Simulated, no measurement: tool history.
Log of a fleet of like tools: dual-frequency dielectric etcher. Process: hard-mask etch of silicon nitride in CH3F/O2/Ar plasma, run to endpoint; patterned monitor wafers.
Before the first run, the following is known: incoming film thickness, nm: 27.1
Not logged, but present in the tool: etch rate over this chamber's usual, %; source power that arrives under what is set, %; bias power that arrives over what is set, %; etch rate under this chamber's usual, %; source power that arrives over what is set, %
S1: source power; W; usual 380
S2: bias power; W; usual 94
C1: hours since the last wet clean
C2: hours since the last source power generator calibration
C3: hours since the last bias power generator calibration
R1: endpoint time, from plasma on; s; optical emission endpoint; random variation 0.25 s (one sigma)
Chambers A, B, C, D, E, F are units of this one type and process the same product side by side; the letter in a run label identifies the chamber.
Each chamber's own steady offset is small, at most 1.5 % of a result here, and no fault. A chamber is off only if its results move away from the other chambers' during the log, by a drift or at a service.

run 1E hour=7.9 | S1=380 S2=94 | C1=490.9 C2=242.7 C3=3754.7 | R1=36.885
run 2A hour=13.0 | S1=380 S2=94 | C1=146.7 C2=976.8 C3=1191.9 | R1=36.352
run 3B hour=20.7 | S1=380 S2=94 | C1=35.0 C2=520.7 C3=2816.9 | R1=36.914
run 4F hour=28.4 | S1=380 S2=94 | C1=369.6 C2=1889.4 C3=3619.4 | R1=36.175
run 5D hour=35.6 | S1=380 S2=94 | C1=147.3 C2=1467.8 C3=2064.8 | R1=36.931
run 6C hour=42.1 | S1=380 S2=94 | C1=326.1 C2=127.7 C3=253.5 | R1=35.745
run 7C hour=50.7 | S1=380 S2=94 | C1=334.7 C2=136.3 C3=262.1 | R1=36.219
-- hour=52.5 chamber F: wet clean of the chamber
run 8F hour=58.1 | S1=380 S2=94 | C1=5.7 C2=1919.1 C3=3649.1 | R1=36.312
run 9D hour=66.2 | S1=420 S2=94 | C1=177.9 C2=1498.4 C3=2095.4 | R1=35.470
run 10A hour=72.9 | S1=420 S2=94 | C1=206.6 C2=1036.7 C3=1251.8 | R1=34.610
run 11B hour=80.6 | S1=420 S2=94 | C1=94.9 C2=580.6 C3=2876.8 | R1=35.299
run 12E hour=89.3 | S1=420 S2=94 | C1=572.3 C2=324.1 C3=3836.1 | R1=35.770
run 13E hour=93.9 | S1=420 S2=94 | C1=576.9 C2=328.7 C3=3840.7 | R1=35.737
run 14B hour=99.1 | S1=420 S2=94 | C1=113.4 C2=599.1 C3=2895.3 | R1=35.419
run 15C hour=103.1 | S1=330 S2=74 | C1=387.1 C2=188.7 C3=314.5 | R1=41.398
run 16F hour=109.4 | S1=330 S2=74 | C1=57.0 C2=1970.4 C3=3700.4 | R1=42.015
run 17D hour=117.7 | S1=330 S2=74 | C1=229.4 C2=1549.9 C3=2146.9 | R1=41.900
run 18A hour=124.0 | S1=330 S2=74 | C1=257.7 C2=1087.8 C3=1302.9 | R1=41.557
run 19D hour=132.4 | S1=330 S2=74 | C1=244.1 C2=1564.6 C3=2161.6 | R1=42.619
run 20C hour=137.6 | S1=330 S2=74 | C1=421.6 C2=223.2 C3=349.0 | R1=41.844
run 21B hour=143.6 | S1=470 S2=104 | C1=157.9 C2=643.6 C3=2939.8 | R1=32.961
-- hour=150.2 chamber E: wet clean of the chamber
run 22E hour=150.3 | S1=470 S2=104 | C1=0.2 C2=385.1 C3=3897.1 | R1=32.826
run 23A hour=156.7 | S1=470 S2=104 | C1=290.4 C2=1120.5 C3=1335.6 | R1=32.445
run 24F hour=160.5 | S1=470 S2=104 | C1=108.1 C2=2021.5 C3=3751.5 | R1=32.173
run 25D hour=167.4 | S1=470 S2=104 | C1=279.1 C2=1599.6 C3=2196.6 | R1=33.922
run 26C hour=172.7 | S1=470 S2=104 | C1=456.7 C2=258.3 C3=384.1 | R1=31.968
run 27E hour=179.9 | S1=380 S2=94 | C1=29.8 C2=414.7 C3=3926.7 | R1=36.476
run 28F hour=184.2 | S1=380 S2=94 | C1=131.8 C2=2045.2 C3=3775.2 | R1=35.997
run 29B hour=192.8 | S1=380 S2=94 | C1=207.1 C2=692.8 C3=2989.0 | R1=36.856
run 30A hour=199.6 | S1=380 S2=94 | C1=333.3 C2=1163.4 C3=1378.5 | R1=36.287
run 31E hour=206.1 | S1=380 S2=94 | C1=56.0 C2=440.9 C3=3952.9 | R1=37.175
run 32F hour=213.6 | S1=380 S2=94 | C1=161.2 C2=2074.6 C3=3804.6 | R1=36.582
-- hour=218.4 chamber C: wet clean of the chamber
run 33D hour=219.4 | S1=380 S2=94 | C1=331.1 C2=1651.6 C3=2248.6 | R1=38.026
run 34C hour=227.7 | S1=380 S2=94 | C1=9.4 C2=313.3 C3=439.1 | R1=35.768
run 35A hour=232.4 | S1=380 S2=94 | C1=366.1 C2=1196.2 C3=1411.3 | R1=36.690
run 36B hour=237.8 | S1=380 S2=94 | C1=252.1 C2=737.8 C3=3034.0 | R1=36.604
run 37B hour=246.6 | S1=380 S2=94 | C1=260.9 C2=746.6 C3=3042.8 | R1=37.041
run 38E hour=252.2 | S1=380 S2=94 | C1=102.1 C2=487.0 C3=3999.0 | R1=36.288
run 39A hour=257.3 | S1=380 S2=94 | C1=391.0 C2=1221.1 C3=1436.2 | R1=35.888
run 40C hour=262.0 | S1=380 S2=108 | C1=43.7 C2=347.6 C3=473.4 | R1=34.077

Does one chamber stand apart from the rest, does the shared gauge drift, or is all well apart from small per-chamber offsets? Give the chamber and the most likely cause, where there is one.

It is chamber D that slowly wanders off from its peers.
Likeliest cause: etch rate under this chamber's usual, % = 5.27.

Below are 4 candidate recipes for chamber D's next run, each the usual settings with a change, their results shown as question marks. Which of them brings D's results back in line with what the other chambers give on the usual settings?
To be in line, a result may differ from the other chambers' mean on the usual settings by at most: R1 0.890 s
run 41D-1 hour=268.3 | S1=370 S2=92 | R1=?
run 41D-2 hour=268.3 | S1=380 S2=98 | R1=?
run 41D-3 hour=268.3 | S1=410 S2=101 | R1=?
run 41D-4 hour=268.3 | S1=320 S2=94 | R1=?

On the usual settings, the other chambers give on average: R1 36.455 s
run=41D-1 R1=39.350
run=41D-2 R1=38.085
run=41D-3 R1=36.632
run=41D-4 R1=41.185
41D-3 puts the chamber back in line with the other chambers.
